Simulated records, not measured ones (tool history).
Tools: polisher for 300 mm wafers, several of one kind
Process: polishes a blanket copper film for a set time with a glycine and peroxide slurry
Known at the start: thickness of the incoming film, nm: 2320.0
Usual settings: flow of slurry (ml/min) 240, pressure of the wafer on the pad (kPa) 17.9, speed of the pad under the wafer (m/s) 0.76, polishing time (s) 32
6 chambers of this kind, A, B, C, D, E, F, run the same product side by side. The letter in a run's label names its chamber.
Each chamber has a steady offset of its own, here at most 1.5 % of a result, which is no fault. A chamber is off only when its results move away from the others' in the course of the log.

run	day	flow of slurry (ml/min)	pressure of the wafer on the pad (kPa)	speed of the pad under the wafer (m/s)	polishing time (s)	film removed (Å)
# day 0.488: chamber C: worn pad replaced by a new one
1B	0.604	240	17.9	0.76	32	1483.3
# day 0.783: chamber B: worn pad replaced by a new one
2A	1.033	240	17.9	0.76	32	1513.8
3E	1.429	240	17.9	0.76	32	1493.1
# day 1.633: chamber B: slurry nozzle cleaned
# day 1.875: chamber A: worn pad replaced by a new one
4F	2.004	240	17.9	0.76	32	1494.6
# day 2.292: chamber D: worn pad replaced by a new one
# day 2.400: chamber E: worn pad replaced by a new one
5C	2.421	240	17.9	0.76	32	1497.2
# day 2.817: chamber F: worn pad replaced by a new one
6D	2.838	240	17.9	0.76	32	1505.0
7E	3.450	240	17.9	0.76	32	1488.3
8C	3.933	240	17.9	0.76	32	1489.9
# day 4.367: chamber C: worn pad replaced by a new one
9B	4.529	240	17.9	0.76	32	1496.8
# day 4.629: chamber B: worn pad replaced by a new one
10F	5.121	240	17.9	0.76	32	1525.0
# day 5.367: chamber A: worn pad replaced by a new one
11D	5.717	240	17.9	0.76	32	1506.0
# day 6.004: chamber E: worn pad replaced by a new one
# day 6.117: chamber F: worn pad replaced by a new one
12A	6.354	240	17.9	0.76	32	1493.7
# day 6.367: chamber D: worn pad replaced by a new one
13D	6.875	240	17.9	0.76	32	1491.1
# day 7.029: chamber C: head pressure recalibrated
14E	7.438	240	17.9	0.76	32	1512.1
# day 7.654: chamber C: worn pad replaced by a new one
15B	7.979	240	17.9	0.76	32	1493.1
# day 8.208: chamber B: worn pad replaced by a new one
16A	8.392	315	12.4	0.76	32	1172.7
17C	9.046	315	12.4	0.76	32	1181.4
18F	9.354	315	12.4	0.76	32	1187.0
# day 9.558: chamber F: slurry nozzle cleaned
# day 9.633: chamber A: worn pad replaced by a new one
19F	9.721	315	12.4	0.76	32	1191.4
# day 9.817: chamber E: worn pad replaced by a new one
20B	10.179	315	12.4	0.76	32	1187.6
# day 10.542: chamber F: worn pad replaced by a new one
21C	10.596	315	12.4	0.76	32	1183.3
# day 10.762: chamber D: worn pad replaced by a new one
22A	11.038	240	17.9	0.76	32	1506.6
# day 11.425: chamber C: worn pad replaced by a new one
23D	11.583	240	17.9	0.76	32	1487.9
24E	11.933	240	17.9	0.76	32	1480.4
# day 12.029: chamber B: slurry nozzle cleaned
# day 12.071: chamber B: worn pad replaced by a new one
25C	12.288	240	17.9	0.76	32	1496.9
# day 12.529: chamber A: slurry nozzle cleaned
26E	12.862	240	17.9	0.76	32	1478.5
# day 13.125: chamber A: worn pad replaced by a new one
27A	13.250	240	17.9	0.76	32	1483.1
28F	13.625	240	17.9	0.76	32	1514.9
# day 14.012: chamber E: worn pad replaced by a new one
29B	14.108	240	17.9	0.76	32	1518.9
30D	14.567	240	17.9	0.76	32	1516.1
# day 14.712: chamber D: worn pad replaced by a new one
# day 14.746: chamber F: worn pad replaced by a new one
# day 14.904: chamber C: worn pad replaced by a new one
31F	14.992	175	17.9	0.90	32	1646.5
32C	15.579	175	17.9	0.90	32	1657.9
33D	15.950	175	17.9	0.90	32	1645.1
# day 16.254: chamber B: worn pad replaced by a new one
34A	16.354	175	17.9	0.90	32	1639.0
35B	16.967	175	17.9	0.90	32	1701.9
36E	17.350	175	17.9	0.90	32	1636.3
37F	17.725	180	17.9	0.76	28	1265.4
# day 17.996: chamber E: worn pad replaced by a new one
38D	18.188	180	17.9	0.76	28	1266.0
39E	18.733	180	17.9	0.76	28	1253.3
40B	19.317	180	17.9	0.76	28	1300.9

What goes on in this fleet: one chamber off, a drifting gauge, or nothing beyond the chambers' own small offsets? Name the chamber and the cause, if any.

Chamber B drifts away from the others.
Cause: head's pressure above its setpoint, % = 5.12.

Here are 4 candidates for chamber B's next run, each the usual settings with a change, their results left as question marks. Which one brings its results back in line with what the others give on the usual settings?
In line means no further than this from the other chambers' mean on the usual settings: film removed (Å) 37.0
41B-1	19.792	240	17.9	0.80	32	?
41B-2	19.792	240	17.2	0.72	32	?
41B-3	19.792	240	17.9	0.72	32	?
41B-4	19.792	240	18.6	0.78	33	?

The other chambers' mean on the usual settings: film removed (Å) 1499.8
run	film removed (Å)
41B-1	1612.1
41B-2	1443.4
41B-3	1487.1
41B-4	1679.0
41B-3 brings the chamber back in line.
